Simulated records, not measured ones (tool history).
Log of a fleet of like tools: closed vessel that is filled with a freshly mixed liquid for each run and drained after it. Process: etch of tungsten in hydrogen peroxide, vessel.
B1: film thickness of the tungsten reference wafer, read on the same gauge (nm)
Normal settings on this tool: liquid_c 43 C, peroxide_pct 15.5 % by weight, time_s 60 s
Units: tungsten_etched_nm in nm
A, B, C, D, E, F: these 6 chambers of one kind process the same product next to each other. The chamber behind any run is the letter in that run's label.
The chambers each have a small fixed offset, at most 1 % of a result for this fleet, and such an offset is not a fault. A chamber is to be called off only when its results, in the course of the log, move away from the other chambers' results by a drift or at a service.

Run 1D, hour 5.0: usual settings; B1 49.997. Result: tungsten_etched_nm 28.353 nm.
At hour 7.6: chamber D: peroxide flow meter replaced.
Run 2A, hour 11.7: usual settings; B1 50.030. Result: tungsten_etched_nm 28.795 nm.
Run 3E, hour 15.2: usual settings; B1 50.027. Result: tungsten_etched_nm 28.809 nm.
Run 4C, hour 22.5: usual settings; B1 50.002. Result: tungsten_etched_nm 29.186 nm.
Run 5F, hour 26.5: usual settings; B1 49.985. Result: tungsten_etched_nm 29.117 nm.
Run 6B, hour 32.6: usual settings; B1 49.983. Result: tungsten_etched_nm 28.460 nm.
Run 7A, hour 36.7: usual settings; B1 49.995. Result: tungsten_etched_nm 28.615 nm.
Run 8B, hour 41.9: usual settings; B1 50.014. Result: tungsten_etched_nm 28.339 nm.
Run 9E, hour 47.9: usual settings but time_s 50 s; B1 49.969. Result: tungsten_etched_nm 23.744 nm.
Run 10C, hour 51.6: usual settings but time_s 50 s; B1 50.019. Result: tungsten_etched_nm 24.194 nm.
Run 11D, hour 58.3: usual settings but time_s 50 s; B1 50.011. Result: tungsten_etched_nm 23.880 nm.
Run 12F, hour 63.4: usual settings but time_s 50 s; B1 49.961. Result: tungsten_etched_nm 23.864 nm.
Run 13A, hour 69.8: usual settings but time_s 50 s; B1 50.016. Result: tungsten_etched_nm 24.013 nm.
Run 14E, hour 76.2: usual settings but time_s 50 s; B1 49.988. Result: tungsten_etched_nm 23.959 nm.
Run 15D, hour 82.1: usual settings; B1 49.994. Result: tungsten_etched_nm 28.598 nm.
Run 16C, hour 85.8: usual settings; B1 50.006. Result: tungsten_etched_nm 28.731 nm.
Run 17F, hour 91.3: usual settings but liquid_c 51 C, time_s 70 s; B1 49.985. Result: tungsten_etched_nm 55.679 nm.
Run 18B, hour 96.3: usual settings but liquid_c 51 C, time_s 70 s; B1 49.989. Result: tungsten_etched_nm 54.548 nm.
Run 19C, hour 102.4: usual settings but liquid_c 51 C, time_s 70 s; B1 50.060. Result: tungsten_etched_nm 55.505 nm.
At hour 103.1: chamber B: new drum of peroxide connected.
Run 20E, hour 105.8: usual settings but liquid_c 51 C, time_s 70 s; B1 50.028. Result: tungsten_etched_nm 53.891 nm.
Run 21A, hour 110.9: usual settings but liquid_c 51 C, time_s 70 s; B1 49.991. Result: tungsten_etched_nm 55.179 nm.
Run 22D, hour 115.2: usual settings but liquid_c 51 C, time_s 70 s; B1 50.021. Result: tungsten_etched_nm 55.316 nm.
Run 23B, hour 118.5: usual settings; B1 49.995. Result: tungsten_etched_nm 28.454 nm.
Run 24F, hour 125.7: usual settings; B1 50.021. Result: tungsten_etched_nm 28.721 nm.
At hour 125.9: chamber D: new drum of peroxide connected.
Run 25F, hour 132.3: usual settings; B1 50.026. Result: tungsten_etched_nm 28.449 nm.
Run 26C, hour 136.5: usual settings; B1 50.020. Result: tungsten_etched_nm 28.651 nm.
Run 27D, hour 140.4: usual settings; B1 49.993. Result: tungsten_etched_nm 28.880 nm.
Run 28E, hour 147.1: usual settings; B1 50.025. Result: tungsten_etched_nm 28.432 nm.
Run 29A, hour 153.4: usual settings; B1 50.013. Result: tungsten_etched_nm 28.917 nm.
Run 30B, hour 160.1: usual settings; B1 49.968. Result: tungsten_etched_nm 28.012 nm.
Run 31C, hour 167.6: usual settings; B1 50.065. Result: tungsten_etched_nm 28.544 nm.
Run 32B, hour 171.9: usual settings; B1 50.017. Result: tungsten_etched_nm 28.883 nm.
Run 33F, hour 178.8: usual settings; B1 50.008. Result: tungsten_etched_nm 28.815 nm.
Run 34E, hour 186.2: usual settings; B1 49.989. Result: tungsten_etched_nm 28.655 nm.
Run 35A, hour 190.0: usual settings; B1 49.999. Result: tungsten_etched_nm 29.014 nm.
Run 36D, hour 194.3: usual settings; B1 50.011. Result: tungsten_etched_nm 28.479 nm.
At hour 194.6: chamber A: new drum of peroxide connected.
At hour 199.4: chamber C: thermometer replaced.
Run 37C, hour 200.9: usual settings; B1 49.988. Result: tungsten_etched_nm 28.984 nm.
Run 38D, hour 207.2: usual settings; B1 49.948. Result: tungsten_etched_nm 28.839 nm.
Run 39A, hour 210.5: usual settings; B1 49.987. Result: tungsten_etched_nm 28.320 nm.

Is one chamber out of step, is the gauge drifting, or do the chambers differ by no more than their own small offsets? For an off chamber, give its letter and the likeliest cause.

No chamber is off and the gauge is stable; the differences are just each chamber's small, constant offset.

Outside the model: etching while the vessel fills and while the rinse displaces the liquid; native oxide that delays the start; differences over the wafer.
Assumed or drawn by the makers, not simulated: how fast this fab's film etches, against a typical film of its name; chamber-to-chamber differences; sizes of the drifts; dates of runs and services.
